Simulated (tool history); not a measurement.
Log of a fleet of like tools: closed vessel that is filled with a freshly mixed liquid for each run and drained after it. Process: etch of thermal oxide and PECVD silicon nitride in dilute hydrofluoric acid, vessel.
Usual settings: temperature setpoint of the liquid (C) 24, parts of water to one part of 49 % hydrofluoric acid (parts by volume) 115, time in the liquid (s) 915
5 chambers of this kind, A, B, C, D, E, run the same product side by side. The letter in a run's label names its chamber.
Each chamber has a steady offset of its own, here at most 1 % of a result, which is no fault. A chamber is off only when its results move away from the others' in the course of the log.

run	hour	temperature setpoint of the liquid (C)	parts of water to one part of 49 % hydrofluoric acid (parts by volume)	time in the liquid (s)	read-back film thickness of the thermal oxide reference wafer, read on the same gauge (nm)	read-back film thickness of the PECVD silicon nitride reference wafer, read on the same gauge (nm)	thickness taken off the thermal oxide on a monitor wafer (nm)	thickness taken off the PECVD silicon nitride on a monitor wafer (nm)
1A	6.4	24	115	915	50.01	30.029	37.495	13.463
# hour 9.4: chamber D: hydrofluoric acid flow meter replaced
2B	10.7	24	115	915	49.995	30.007	37.721	13.604
3E	15.8	24	115	915	49.997	30.027	37.09	13.592
4D	20.1	24	115	915	49.996	30.001	37.443	13.805
5C	24.8	19.5	65	915	49.976	30	59.237	17.743
6C	31.2	19.5	65	915	50.002	30.01	58.722	17.906
7B	39.7	19.5	65	915	49.998	29.975	59.276	17.82
8E	45.4	19.5	65	915	50.006	29.999	58.287	17.637
# hour 50.2: chamber C: thermometer replaced
9A	51.2	19.5	65	915	49.993	30.024	58.674	17.4
10D	60.9	24	115	915	49.99	29.995	37.517	13.65
11C	65.4	24	115	915	50.008	30	37.622	13.777
12B	74.7	21.5	115	525	50.015	30.016	19.46	6.585
13E	79.1	21.5	115	525	49.995	30.016	19.444	6.6925
14A	88.6	21.5	115	525	50.024	29.964	19.695	6.602
15D	94.4	21.5	115	525	50.016	30.015	19.523	6.7192
# hour 96.4: chamber E: hydrofluoric acid flow meter replaced
16D	104	21.5	115	525	50.01	29.972	19.407	6.6882
17B	112	24	115	915	50.002	29.981	37.777	13.562
18E	116.6	24	115	915	50.011	30.02	37.081	13.593
19C	121.7	24	115	915	49.995	30.004	37.188	13.658
20A	129.8	24	115	915	50	29.982	37.371	13.469
21D	138.5	24	115	915	49.992	29.979	37.314	13.594
# hour 145.3: chamber A: hydrofluoric acid flow meter replaced
22C	145.6	24	115	915	49.981	30.064	37.433	13.781
23E	153.1	24	115	915	50.02	29.991	37.146	13.624
24A	158.9	24	115	915	50.003	30.026	37.279	13.587
25B	165.1	24	115	915	50.005	29.993	37.62	13.566
# hour 167.7: chamber D: thermometer replaced
26B	174.7	24	115	915	49.985	30.024	37.35	13.629
27A	184.4	24	115	915	50	30.009	37.428	13.707
28E	194	24	115	915	50	30.017	37.164	13.822
29D	198.4	24	115	915	50.011	29.971	36.935	13.729
30C	205.4	24	115	915	50.008	29.974	37.648	13.655
31B	210.5	24	115	915	49.996	30.028	37.641	13.851
32A	216.2	24	115	915	49.994	29.968	37.565	13.63
33D	221.9	21	65	915	49.988	29.972	63.145	19.95
34E	229.1	21	65	915	49.988	29.992	61.985	19.64

Is one chamber off against the others, does the gauge drift, or is nothing wrong? If a chamber is off, say which, and what the likeliest cause is.

No chamber stands off beyond its own small offset, and the gauge holds steady.

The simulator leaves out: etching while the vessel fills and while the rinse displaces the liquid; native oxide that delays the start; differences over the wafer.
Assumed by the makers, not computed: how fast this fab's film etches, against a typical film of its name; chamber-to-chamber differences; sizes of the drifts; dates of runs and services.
